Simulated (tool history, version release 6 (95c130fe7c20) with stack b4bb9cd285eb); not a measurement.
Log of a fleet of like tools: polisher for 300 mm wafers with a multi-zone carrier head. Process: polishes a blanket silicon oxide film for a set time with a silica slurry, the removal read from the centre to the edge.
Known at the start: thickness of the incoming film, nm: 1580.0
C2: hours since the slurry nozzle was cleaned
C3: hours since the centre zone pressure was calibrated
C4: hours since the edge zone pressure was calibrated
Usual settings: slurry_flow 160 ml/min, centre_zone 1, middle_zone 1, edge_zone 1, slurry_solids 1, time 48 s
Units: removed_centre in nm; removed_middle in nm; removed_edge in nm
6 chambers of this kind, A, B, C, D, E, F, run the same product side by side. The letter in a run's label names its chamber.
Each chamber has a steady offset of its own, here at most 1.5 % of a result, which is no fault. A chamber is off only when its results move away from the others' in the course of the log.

At hour 1: chamber B: worn pad replaced by a new one.
At hour 5.8: chamber D: worn pad replaced by a new one.
Run 1B, hour 5.8: usual settings; wafers polished on this pad 67; C2 51; C3 336.4; C4 644.6. Result: removed_centre 167.79 nm, removed_middle 167.06 nm, removed_edge 165.43 nm.
Run 2E, hour 10: usual settings; wafers polished on this pad 182; C2 86.6; C3 608.6; C4 704.5. Result: removed_centre 167.24 nm, removed_middle 163.92 nm, removed_edge 168.88 nm.
Run 3F, hour 14.1: usual settings; wafers polished on this pad 681; C2 63.1; C3 918.2; C4 996.2. Result: removed_centre 168.42 nm, removed_middle 167.48 nm, removed_edge 168.68 nm.
Run 4C, hour 17.6: usual settings; wafers polished on this pad 868; C2 125.8; C3 996.2; C4 536.9. Result: removed_centre 166.24 nm, removed_middle 171.22 nm, removed_edge 170.4 nm.
Run 5A, hour 24.5: usual settings; wafers polished on this pad 908; C2 316.1; C3 643.8; C4 608.1. Result: removed_centre 167.98 nm, removed_middle 163.47 nm, removed_edge 168.77 nm.
At hour 25.5: chamber D: edge zone pressure recalibrated.
Run 6D, hour 28.2: usual settings; wafers polished on this pad 310; C2 684.9; C3 398.7; C4 2.8. Result: removed_centre 167.81 nm, removed_middle 167.88 nm, removed_edge 168.91 nm.
At hour 28.8: chamber A: slurry nozzle cleaned.
At hour 32: chamber A: worn pad replaced by a new one.
Run 7A, hour 33.1: usual settings; wafers polished on this pad 15; C2 4.3; C3 652.4; C4 616.7. Result: removed_centre 165.6 nm, removed_middle 167.35 nm, removed_edge 170.74 nm.
At hour 34.8: chamber E: worn pad replaced by a new one.
At hour 36.4: chamber F: worn pad replaced by a new one.
Run 8C, hour 39.3: usual settings; wafers polished on this pad 1169; C2 147.5; C3 1017.9; C4 558.6. Result: removed_centre 166.67 nm, removed_middle 168.58 nm, removed_edge 171.5 nm.
At hour 40.5: chamber C: worn pad replaced by a new one.
Run 9B, hour 44.1: usual settings but slurry_flow 135 ml/min, middle_zone 1.05; wafers polished on this pad 598; C2 89.3; C3 374.7; C4 682.9. Result: removed_centre 162.09 nm, removed_middle 167.9 nm, removed_edge 165.22 nm.
At hour 48.4: chamber D: worn pad replaced by a new one.
Run 10D, hour 50.6: usual settings but slurry_flow 135 ml/min, middle_zone 1.05; wafers polished on this pad 30; C2 707.3; C3 421.1; C4 25.2. Result: removed_centre 161.58 nm, removed_middle 172.57 nm, removed_edge 165.36 nm.
Run 11F, hour 55.3: usual settings but slurry_flow 135 ml/min, middle_zone 1.05; wafers polished on this pad 262; C2 104.3; C3 959.4; C4 1037.4. Result: removed_centre 163.07 nm, removed_middle 170.24 nm, removed_edge 165.2 nm.
Run 12E, hour 59.3: usual settings but slurry_flow 135 ml/min, middle_zone 1.05; wafers polished on this pad 341; C2 135.9; C3 657.9; C4 753.8. Result: removed_centre 160.64 nm, removed_middle 175.66 nm, removed_edge 163.5 nm.
At hour 60.3: chamber E: edge zone pressure recalibrated.
Run 13B, hour 62.8: usual settings but slurry_flow 135 ml/min, middle_zone 1.05; wafers polished on this pad 858; C2 108; C3 393.4; C4 701.6. Result: removed_centre 163.16 nm, removed_middle 167.84 nm, removed_edge 165.92 nm.
Run 14D, hour 66.8: usual settings but slurry_flow 135 ml/min, middle_zone 1.05; wafers polished on this pad 255; C2 723.5; C3 437.3; C4 41.4. Result: removed_centre 163.76 nm, removed_middle 168.34 nm, removed_edge 163.37 nm.
At hour 67: chamber B: worn pad replaced by a new one.
At hour 67.7: chamber E: worn pad replaced by a new one.
Run 15C, hour 72.2: usual settings; wafers polished on this pad 440; C2 180.4; C3 1050.8; C4 591.5. Result: removed_centre 166.41 nm, removed_middle 167.29 nm, removed_edge 171.02 nm.
Run 16F, hour 77.3: usual settings; wafers polished on this pad 567; C2 126.3; C3 981.4; C4 1059.4. Result: removed_centre 170.77 nm, removed_middle 169.84 nm, removed_edge 167.58 nm.
Run 17A, hour 81.7: usual settings; wafers polished on this pad 689; C2 52.9; C3 701; C4 665.3. Result: removed_centre 167.49 nm, removed_middle 172.06 nm, removed_edge 169.03 nm.
Run 18E, hour 85.4: usual settings; wafers polished on this pad 245; C2 162; C3 684; C4 25.1. Result: removed_centre 166.99 nm, removed_middle 169.34 nm, removed_edge 166.83 nm.
Run 19F, hour 90.8: usual settings; wafers polished on this pad 754; C2 139.8; C3 994.9; C4 1072.9. Result: removed_centre 168.29 nm, removed_middle 168.46 nm, removed_edge 171.33 nm.
At hour 91.7: chamber A: worn pad replaced by a new one.
At hour 92: chamber F: worn pad replaced by a new one.
At hour 93.5: chamber D: worn pad replaced by a new one.
At hour 97.6: chamber A: centre zone pressure recalibrated.
Run 20B, hour 97.8: usual settings; wafers polished on this pad 428; C2 143; C3 428.4; C4 736.6. Result: removed_centre 166.77 nm, removed_middle 164.95 nm, removed_edge 168.49 nm.
Run 21D, hour 103.3: usual settings; wafers polished on this pad 135; C2 760; C3 473.8; C4 77.9. Result: removed_centre 168.42 nm, removed_middle 167.15 nm, removed_edge 167.08 nm.
At hour 104.8: chamber E: worn pad replaced by a new one.
At hour 105: chamber B: centre zone pressure recalibrated.
At hour 106.5: chamber C: worn pad replaced by a new one.
Run 22E, hour 110.5: usual settings; wafers polished on this pad 79; C2 187.1; C3 709.1; C4 50.2. Result: removed_centre 165.46 nm, removed_middle 166.38 nm, removed_edge 166.51 nm.
Run 23C, hour 114.1: usual settings; wafers polished on this pad 106; C2 222.3; C3 1092.7; C4 633.4. Result: removed_centre 164.79 nm, removed_middle 163.29 nm, removed_edge 170.85 nm.
Run 24A, hour 121.5: usual settings; wafers polished on this pad 413; C2 92.7; C3 24; C4 705.1. Result: removed_centre 181.49 nm, removed_middle 165.12 nm, removed_edge 170.96 nm.
Run 25E, hour 126.7: usual settings; wafers polished on this pad 303; C2 203.3; C3 725.3; C4 66.4. Result: removed_centre 167.52 nm, removed_middle 167.74 nm, removed_edge 171.27 nm.
At hour 129.9: chamber D: worn pad replaced by a new one.
Run 26C, hour 132.2: usual settings; wafers polished on this pad 357; C2 240.4; C3 1110.8; C4 651.5. Result: removed_centre 165.99 nm, removed_middle 167.74 nm, removed_edge 171.48 nm.
At hour 134.8: chamber C: centre zone pressure recalibrated.
Run 27F, hour 139: usual settings; wafers polished on this pad 652; C2 188; C3 1043.1; C4 1121.1. Result: removed_centre 168.55 nm, removed_middle 169.28 nm, removed_edge 171.22 nm.
Run 28B, hour 142.3: usual settings; wafers polished on this pad 1045; C2 187.5; C3 37.3; C4 781.1. Result: removed_centre 169.27 nm, removed_middle 168.4 nm, removed_edge 167.58 nm.
At hour 143.4: chamber E: worn pad replaced by a new one.
At hour 146.2: chamber B: worn pad replaced by a new one.
Run 29A, hour 148.3: usual settings; wafers polished on this pad 785; C2 119.5; C3 50.8; C4 731.9. Result: removed_centre 180.58 nm, removed_middle 168.88 nm, removed_edge 168.49 nm.
At hour 148.4: chamber F: worn pad replaced by a new one.
Run 30D, hour 153.1: usual settings; wafers polished on this pad 321; C2 809.8; C3 523.6; C4 127.7. Result: removed_centre 166.99 nm, removed_middle 167.6 nm, removed_edge 166.68 nm.
At hour 156.3: chamber A: worn pad replaced by a new one.
Run 31C, hour 156.4: usual settings but time 33 s; wafers polished on this pad 693; C2 264.6; C3 21.6; C4 675.7. Result: removed_centre 115.26 nm, removed_middle 114.53 nm, removed_edge 117.37 nm.
Run 32F, hour 162.9: usual settings but time 33 s; wafers polished on this pad 201; C2 211.9; C3 1067; C4 1145. Result: removed_centre 115.72 nm, removed_middle 117.97 nm, removed_edge 117.24 nm.
At hour 166: chamber D: worn pad replaced by a new one.
Run 33E, hour 166.2: usual settings but time 33 s; wafers polished on this pad 316; C2 242.8; C3 764.8; C4 105.9. Result: removed_centre 114.35 nm, removed_middle 112.95 nm, removed_edge 115.54 nm.
Run 34A, hour 173.1: usual settings but time 33 s; wafers polished on this pad 233; C2 144.3; C3 75.6; C4 756.7. Result: removed_centre 124.48 nm, removed_middle 111.89 nm, removed_edge 115.26 nm.
Run 35B, hour 177.5: usual settings but time 33 s; wafers polished on this pad 434; C2 222.7; C3 72.5; C4 816.3. Result: removed_centre 116.9 nm, removed_middle 116.04 nm, removed_edge 115.05 nm.
Run 36D, hour 181.8: usual settings but time 33 s; wafers polished on this pad 220; C2 838.5; C3 552.3; C4 156.4. Result: removed_centre 114.03 nm, removed_middle 113.8 nm, removed_edge 115.83 nm.
At hour 182.1: chamber E: worn pad replaced by a new one.
Run 37E, hour 186.4: usual settings; wafers polished on this pad 60; C2 263; C3 785; C4 126.1. Result: removed_centre 166.2 nm, removed_middle 165.28 nm, removed_edge 169.58 nm.

All 6 chambers run these settings next. Forecast each chamber's results:
Run 38A, hour 191.9: usual settings. Result: removed_centre ?, removed_middle ?, removed_edge ?.
Run 38B, hour 191.9: usual settings. Result: removed_centre ?, removed_middle ?, removed_edge ?.
Run 38C, hour 191.9: usual settings. Result: removed_centre ?, removed_middle ?, removed_edge ?.
Run 38D, hour 191.9: usual settings. Result: removed_centre ?, removed_middle ?, removed_edge ?.
Run 38E, hour 191.9: usual settings. Result: removed_centre ?, removed_middle ?, removed_edge ?.
Run 38F, hour 191.9: usual settings. Result: removed_centre ?, removed_middle ?, removed_edge ?.

run  removed_centre  removed_middle  removed_edge
38A          180.46          172.32        167.25
38B          167.59          162.64         168.6
38C          168.97          167.79        171.16
38D           166.5          169.31         165.8
38E          168.05          170.72        167.54
38F          167.92          169.71        171.95
